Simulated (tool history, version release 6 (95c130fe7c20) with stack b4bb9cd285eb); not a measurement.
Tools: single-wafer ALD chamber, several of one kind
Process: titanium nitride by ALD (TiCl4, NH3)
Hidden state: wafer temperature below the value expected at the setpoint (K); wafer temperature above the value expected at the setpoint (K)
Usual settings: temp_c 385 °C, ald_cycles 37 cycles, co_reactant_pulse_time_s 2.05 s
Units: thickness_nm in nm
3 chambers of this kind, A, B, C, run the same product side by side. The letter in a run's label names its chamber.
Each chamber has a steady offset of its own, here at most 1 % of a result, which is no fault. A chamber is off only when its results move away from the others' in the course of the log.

run,hour,temp_c,ald_cycles,co_reactant_pulse_time_s,hours since the last thermocouple change,"read-back reference wafer on the same gauge, thickness_nm",thickness_nm
1B,4.3,385,37,2.05,426.3,0.72888,0.80838
2C,8,385,37,2.05,19.3,0.72861,0.8062
3A,10.3,385,37,2.05,409.2,0.72876,0.81185
4A,13.9,385,37,2.05,412.8,0.72856,0.8137
5B,18.4,385,37,2.05,440.4,0.72853,0.80676
6C,22,385,37,2.05,33.3,0.72855,0.80633
7A,26.2,376,37,2.05,425.1,0.72815,0.80455
8B,30.8,376,37,2.05,452.8,0.72781,0.80116
9C,33.4,376,37,2.05,44.7,0.7276,0.79929
10A,37.1,385,37,2.05,436,0.72804,0.81095
11B,41.5,385,37,2.05,463.5,0.72756,0.80611
12C,45.3,385,37,2.05,56.6,0.7274,0.80342
13B,47.5,385,37,2.05,469.5,0.72734,0.80432
14C,50.7,385,37,2.05,62,0.72724,0.80335
15A,52.9,385,37,2.05,451.8,0.7274,0.80876
16A,56.6,385,37,2.05,455.5,0.72714,0.80879
17B,60.5,385,37,2.05,482.5,0.72691,0.80493
18C,65.2,385,37,2.05,76.5,0.727,0.80477
19C,69.6,385,37,2.05,80.9,0.72693,0.80405
20A,73.3,385,37,2.79,472.2,0.72659,0.82137
21B,76.9,385,37,2.79,498.9,0.72629,0.81776
22C,79.4,385,37,2.79,90.7,0.72668,0.81363
23A,82.3,385,37,2.05,481.2,0.72616,0.80846
24B,84.5,385,37,2.05,506.5,0.72614,0.80491
25B,87.8,385,37,2.05,509.8,0.72625,0.80501
26A,91.4,385,37,2.05,490.3,0.72604,0.80802
27C,93.8,385,37,2.05,105.1,0.72606,0.80206
28C,96,385,37,2.05,107.3,0.72587,0.8026
29B,98.9,385,37,2.05,520.9,0.72576,0.80414
30A,102.1,385,37,2.05,501,0.72555,0.80756

Is one chamber off against the others, does the gauge drift, or is nothing wrong? If a chamber is off, say which, and what the likeliest cause is.

The gauge drifts, so all chambers seem to drift together. No chamber is off.
Cause: gauge reads low (%) = 0.47.
